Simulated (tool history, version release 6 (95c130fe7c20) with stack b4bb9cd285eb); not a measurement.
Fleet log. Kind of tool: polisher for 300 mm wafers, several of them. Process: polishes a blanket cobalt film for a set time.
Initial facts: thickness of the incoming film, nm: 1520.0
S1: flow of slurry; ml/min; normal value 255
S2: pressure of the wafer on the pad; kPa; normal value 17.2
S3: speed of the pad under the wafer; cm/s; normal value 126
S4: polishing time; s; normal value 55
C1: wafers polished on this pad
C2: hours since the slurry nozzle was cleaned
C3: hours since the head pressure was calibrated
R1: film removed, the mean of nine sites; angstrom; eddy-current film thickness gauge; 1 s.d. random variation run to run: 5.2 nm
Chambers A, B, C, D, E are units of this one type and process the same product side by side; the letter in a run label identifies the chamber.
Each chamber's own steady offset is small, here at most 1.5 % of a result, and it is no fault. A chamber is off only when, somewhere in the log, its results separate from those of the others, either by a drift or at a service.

run   hour   S1    S2   S3  S4   C1     C2      C3      R1
 1A   10.9  255  17.2  126  55  692  647.6   718.2  4981.5
 2C   24.4  255  17.2  126  55  266   97.0   107.5  4938.3
 3D   35.5  255  17.2  126  55  392  431.4   873.7  4964.6
      36.2  -- chamber A: slurry nozzle cleaned
      38.0  -- chamber A: worn pad replaced by a new one
      41.1  -- chamber D: slurry nozzle cleaned
      48.1  -- chamber E: worn pad replaced by a new one
 4B   50.1  255  17.2  126  55  550  435.9   304.1  4955.1
      55.5  -- chamber D: worn pad replaced by a new one
      60.6  -- chamber C: worn pad replaced by a new one
      62.4  -- chamber B: worn pad replaced by a new one
 5E   63.2  255  17.2  126  55  121  259.8   775.2  4892.1
 6D   76.3  255  17.2  126  55  166   35.3   914.5  4812.1
 7C   84.3  255  17.2  126  55  190  156.9   167.4  4930.4
 8A   98.2  255  17.2  126  55  483   62.0   805.5  5061.2
 9B  109.6  255  17.2  126  55  379  495.4   363.6  5016.1
10E  120.6  255  17.2  126  55  582  317.2   832.6  4886.7
     132.7  -- chamber B: worn pad replaced by a new one
     135.5  -- chamber E: worn pad replaced by a new one
11C  136.5  255  17.2  126  55  609  209.1   219.6  4894.4
     137.3  -- chamber C: worn pad replaced by a new one
     142.9  -- chamber D: worn pad replaced by a new one
12B  151.8  255  17.2  126  55  153  537.6   405.8  4934.5
     158.2  -- chamber A: worn pad replaced by a new one
     161.7  -- chamber C: slurry nozzle cleaned
13E  167.4  255  17.2  126  55  256  364.0   879.4  4831.4
14D  182.8  255  17.2  126  55  320  141.8  1021.0  4817.7
15A  192.3  255  17.2  126  55  273  156.1   899.6  5022.7
     192.7  -- chamber B: slurry nozzle cleaned
     200.8  -- chamber D: head pressure recalibrated
     207.1  -- chamber E: worn pad replaced by a new one
     207.5  -- chamber C: worn pad replaced by a new one
     208.0  -- chamber B: worn pad replaced by a new one
16D  208.1  255  17.2  126  55  523  167.1     7.4  4933.7
17B  217.1  255  17.2  126  55   73   24.5   471.1  5088.5
     221.7  -- chamber D: worn pad replaced by a new one
18A  227.2  255  17.2  126  55  553  191.0   934.5  5013.1
19C  243.1  255  17.2  126  55  285   81.4   326.2  4926.6
20E  254.5  255  17.2  126  55  380  451.1   966.5  4711.5
     256.6  -- chamber A: worn pad replaced by a new one
21B  269.6  255  17.2  126  55  494   77.0   523.6  4950.9
     276.3  -- chamber B: worn pad replaced by a new one
22C  278.7  255  17.2  126  55  571  117.0   361.8  4883.3
     290.1  -- chamber C: worn pad replaced by a new one
23D  291.1  255  17.2  126  55  556  250.1    90.4  4872.1
     291.3  -- chamber E: worn pad replaced by a new one
     294.9  -- chamber D: worn pad replaced by a new one
24E  299.7  255  17.2  126  55   68  496.3  1011.7  4810.6
25A  312.3  255  17.2  126  55  447  276.1  1019.6  4980.0
26B  328.1  255  17.2  126  55  415  135.5   582.1  4966.5
     331.6  -- chamber A: head pressure recalibrated
27E  336.8  255  17.2  126  55  365  533.4  1048.8  4695.3
28D  344.5  255  17.2  126  55  398  303.5   143.8  4899.9
     347.7  -- chamber C: head pressure recalibrated
29A  356.7  255  17.2  126  55  803  320.5    25.2  4944.4
     367.1  -- chamber C: slurry nozzle cleaned
30C  371.0  255  17.2  126  55  649    3.9    23.3  4983.6
     375.8  -- chamber E: worn pad replaced by a new one
31E  378.2  255  17.2  126  55   19  574.8  1090.2  4645.6
     379.4  -- chamber C: worn pad replaced by a new one
32C  391.1  255  17.2  126  55   94   24.0    43.4  4882.3

Decide between three cases: one chamber stands off from its peers, the gauge reading all wafers drifts, or nothing is wrong past each chamber's small offset. Where a chamber is off, say which and what most likely put it there.

It is chamber E that slowly wanders off from its peers.
Likeliest cause: head's pressure below its setpoint, % = 6.99.
From this log alone, it may not be told apart from: slurry flow missing at the pad, %.

Chamber E could run next with any of the 4 candidate recipes listed below; each alters the usual settings, and their results appear as question marks. Which one brings its results back in line with what the other chambers deliver on the usual settings?
In line means no further than this from the other chambers' mean on the usual settings: R1 180.0 angstrom
33E-1  402.5  255  17.2  122  53               ?
33E-2  402.5  255  17.9  128  56               ?
33E-3  402.5  255  16.5  120  53               ?
33E-4  402.5  255  20.0  126  55               ?

On the usual settings, the other chambers give on average: R1 4937.4 angstrom
  run      R1
33E-1  4251.1
33E-2  4898.8
33E-3  4014.1
33E-4  5287.3
With 33E-2, the chamber falls back in line with the rest.
